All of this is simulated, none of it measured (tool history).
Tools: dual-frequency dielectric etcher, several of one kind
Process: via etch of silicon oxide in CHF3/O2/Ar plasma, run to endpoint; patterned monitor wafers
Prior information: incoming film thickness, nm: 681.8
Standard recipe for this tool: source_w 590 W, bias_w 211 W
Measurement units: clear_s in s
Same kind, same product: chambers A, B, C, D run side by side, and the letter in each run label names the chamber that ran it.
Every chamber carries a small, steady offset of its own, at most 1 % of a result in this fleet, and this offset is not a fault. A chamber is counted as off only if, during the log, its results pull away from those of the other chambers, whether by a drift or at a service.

run,day,source_w,bias_w,clear_s
1B,0.625,590,211,327.06
2A,1.238,590,211,326.09
3C,1.800,590,211,326.15
4D,2.175,590,211,331.53
5B,2.842,590,211,329.30
6A,3.442,590,211,327.19
7D,3.912,590,169,354.90
8C,4.496,590,169,349.34
# day 4.554: chamber D: wet clean of the chamber
# day 4.833: chamber C: bias power generator calibrated
9A,5.100,590,169,352.80
10B,5.417,590,169,357.19
11D,5.992,590,211,328.00
12C,6.662,590,211,325.47
13C,6.996,590,211,327.44
14A,7.438,590,211,326.38
15D,7.754,590,211,331.40
16B,8.279,590,211,335.10
17C,8.808,590,211,326.93
18A,9.379,590,211,327.95
19D,9.767,590,211,330.35
20B,10.362,590,211,337.32
21B,10.692,590,211,337.67
22A,11.308,590,261,304.46
23D,11.700,590,261,308.11
24C,11.996,590,261,302.66
25A,12.296,590,261,304.47
26B,12.658,590,211,340.44
# day 13.021: chamber C: wet clean of the chamber
27D,13.108,590,211,328.89
# day 13.342: chamber D: source power generator calibrated
28C,13.742,670,211,311.22
29A,14.321,670,211,313.11
30C,14.683,670,211,310.21
31B,15.283,670,211,325.08
32D,15.783,590,211,330.35
# day 15.904: chamber B: bias power generator calibrated
33B,16.388,590,211,342.69
34C,16.800,590,211,327.92
35A,17.154,590,211,327.74
36D,17.508,590,211,329.85
37A,17.921,590,211,328.31
38C,18.246,590,211,326.65
39D,18.917,590,211,330.06
40B,19.542,590,211,345.16
41D,20.038,590,211,328.84
42A,20.654,590,211,328.37

Next, every chamber runs the same settings. What will each give?
43A,21.138,590,211,?
43B,21.138,590,211,?
43C,21.138,590,211,?
43D,21.138,590,211,?

run,clear_s
43A,328.36
43B,345.59
43C,326.89
43D,331.15

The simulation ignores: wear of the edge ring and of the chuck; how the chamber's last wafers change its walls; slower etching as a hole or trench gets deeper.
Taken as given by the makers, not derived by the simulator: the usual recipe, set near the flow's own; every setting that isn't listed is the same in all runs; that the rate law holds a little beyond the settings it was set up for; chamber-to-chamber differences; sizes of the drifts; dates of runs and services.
